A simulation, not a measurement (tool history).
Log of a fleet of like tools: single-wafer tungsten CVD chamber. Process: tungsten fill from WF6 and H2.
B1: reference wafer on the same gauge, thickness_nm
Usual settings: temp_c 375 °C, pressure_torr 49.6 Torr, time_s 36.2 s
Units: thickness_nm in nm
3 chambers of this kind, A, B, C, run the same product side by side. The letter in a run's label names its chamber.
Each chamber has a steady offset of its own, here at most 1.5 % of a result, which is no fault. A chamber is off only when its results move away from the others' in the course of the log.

run 1A hour=9 | temp_c=375 pressure_torr=49.6 time_s=36.2 | B1=81.353 | thickness_nm=81.498
run 2C hour=15 | temp_c=375 pressure_torr=49.6 time_s=36.2 | B1=81.485 | thickness_nm=81.972
run 3B hour=21.8 | temp_c=375 pressure_torr=49.6 time_s=36.2 | B1=81.445 | thickness_nm=80.559
run 4B hour=26.7 | temp_c=375 pressure_torr=49.6 time_s=36.2 | B1=81.384 | thickness_nm=80.756
run 5A hour=34.5 | temp_c=375 pressure_torr=45.6 time_s=30 | B1=81.437 | thickness_nm=64.488
run 6C hour=41 | temp_c=375 pressure_torr=45.6 time_s=30 | B1=81.418 | thickness_nm=65.593
run 7B hour=48.9 | temp_c=375 pressure_torr=45.6 time_s=30 | B1=81.409 | thickness_nm=64.552
run 8A hour=57.8 | temp_c=375 pressure_torr=49.6 time_s=36.2 | B1=81.468 | thickness_nm=80.491
run 9C hour=61.9 | temp_c=375 pressure_torr=49.6 time_s=36.2 | B1=81.443 | thickness_nm=82.47
run 10C hour=68.3 | temp_c=375 pressure_torr=49.6 time_s=36.2 | B1=81.469 | thickness_nm=82.148
run 11A hour=75.8 | temp_c=375 pressure_torr=49.6 time_s=36.2 | B1=81.439 | thickness_nm=80.536
run 12B hour=82.7 | temp_c=375 pressure_torr=49.6 time_s=36.2 | B1=81.441 | thickness_nm=80.393
run 13C hour=89 | temp_c=367 pressure_torr=49.6 time_s=33.2 | B1=81.407 | thickness_nm=63.64
run 14B hour=96.8 | temp_c=367 pressure_torr=49.6 time_s=33.2 | B1=81.389 | thickness_nm=62.654
run 15A hour=100.9 | temp_c=367 pressure_torr=49.6 time_s=33.2 | B1=81.455 | thickness_nm=62.363
run 16B hour=106.7 | temp_c=375 pressure_torr=49.6 time_s=36.2 | B1=81.383 | thickness_nm=80.665
run 17C hour=115.1 | temp_c=375 pressure_torr=49.6 time_s=36.2 | B1=81.34 | thickness_nm=82.158
run 18A hour=119.9 | temp_c=375 pressure_torr=49.6 time_s=36.2 | B1=81.362 | thickness_nm=80.04
run 19C hour=127.1 | temp_c=375 pressure_torr=43 time_s=39 | B1=81.423 | thickness_nm=82.715
run 20B hour=135.7 | temp_c=375 pressure_torr=43 time_s=39 | B1=81.376 | thickness_nm=81.139
run 21A hour=142 | temp_c=375 pressure_torr=43 time_s=39 | B1=81.438 | thickness_nm=80.891
run 22C hour=149 | temp_c=375 pressure_torr=49.6 time_s=36.2 | B1=81.427 | thickness_nm=82.449
run 23A hour=157 | temp_c=375 pressure_torr=49.6 time_s=36.2 | B1=81.412 | thickness_nm=79.632
run 24B hour=161.7 | temp_c=375 pressure_torr=49.6 time_s=36.2 | B1=81.407 | thickness_nm=80.399
run 25B hour=166.5 | temp_c=375 pressure_torr=49.6 time_s=36.2 | B1=81.422 | thickness_nm=80.826
run 26A hour=175.1 | temp_c=375 pressure_torr=49.6 time_s=36.2 | B1=81.379 | thickness_nm=79.586

Is one chamber off against the others, does the gauge drift, or is nothing wrong? If a chamber is off, say which, and what the likeliest cause is.

Chamber A drifts away from the others.
Cause: wafer temperature below the value expected at the setpoint (K) = 1.04.
The log may not tell that from: true pressure below the setpoint (%).

Here are 4 candidates for chamber A's next run, each the usual settings with a change, their results left as question marks. Which one brings its results back in line with what the others give on the usual settings?
In line means no further than this from the other chambers' mean on the usual settings: thickness_nm 0.84 nm
run 27A-1 hour=181.7 | temp_c=375 pressure_torr=50.7 time_s=36.2 | thickness_nm=?
run 27A-2 hour=181.7 | temp_c=374 pressure_torr=49.2 time_s=36.2 | thickness_nm=?
run 27A-3 hour=181.7 | temp_c=375 pressure_torr=49.6 time_s=37.2 | thickness_nm=?
run 27A-4 hour=181.7 | temp_c=375 pressure_torr=49.3 time_s=35.9 | thickness_nm=?

The other chambers' mean on the usual settings: thickness_nm 81.417 nm
run=27A-1 thickness_nm=80.095
run=27A-2 thickness_nm=77.41
run=27A-3 thickness_nm=81.502
run=27A-4 thickness_nm=78.428
27A-3 brings the chamber back in line.

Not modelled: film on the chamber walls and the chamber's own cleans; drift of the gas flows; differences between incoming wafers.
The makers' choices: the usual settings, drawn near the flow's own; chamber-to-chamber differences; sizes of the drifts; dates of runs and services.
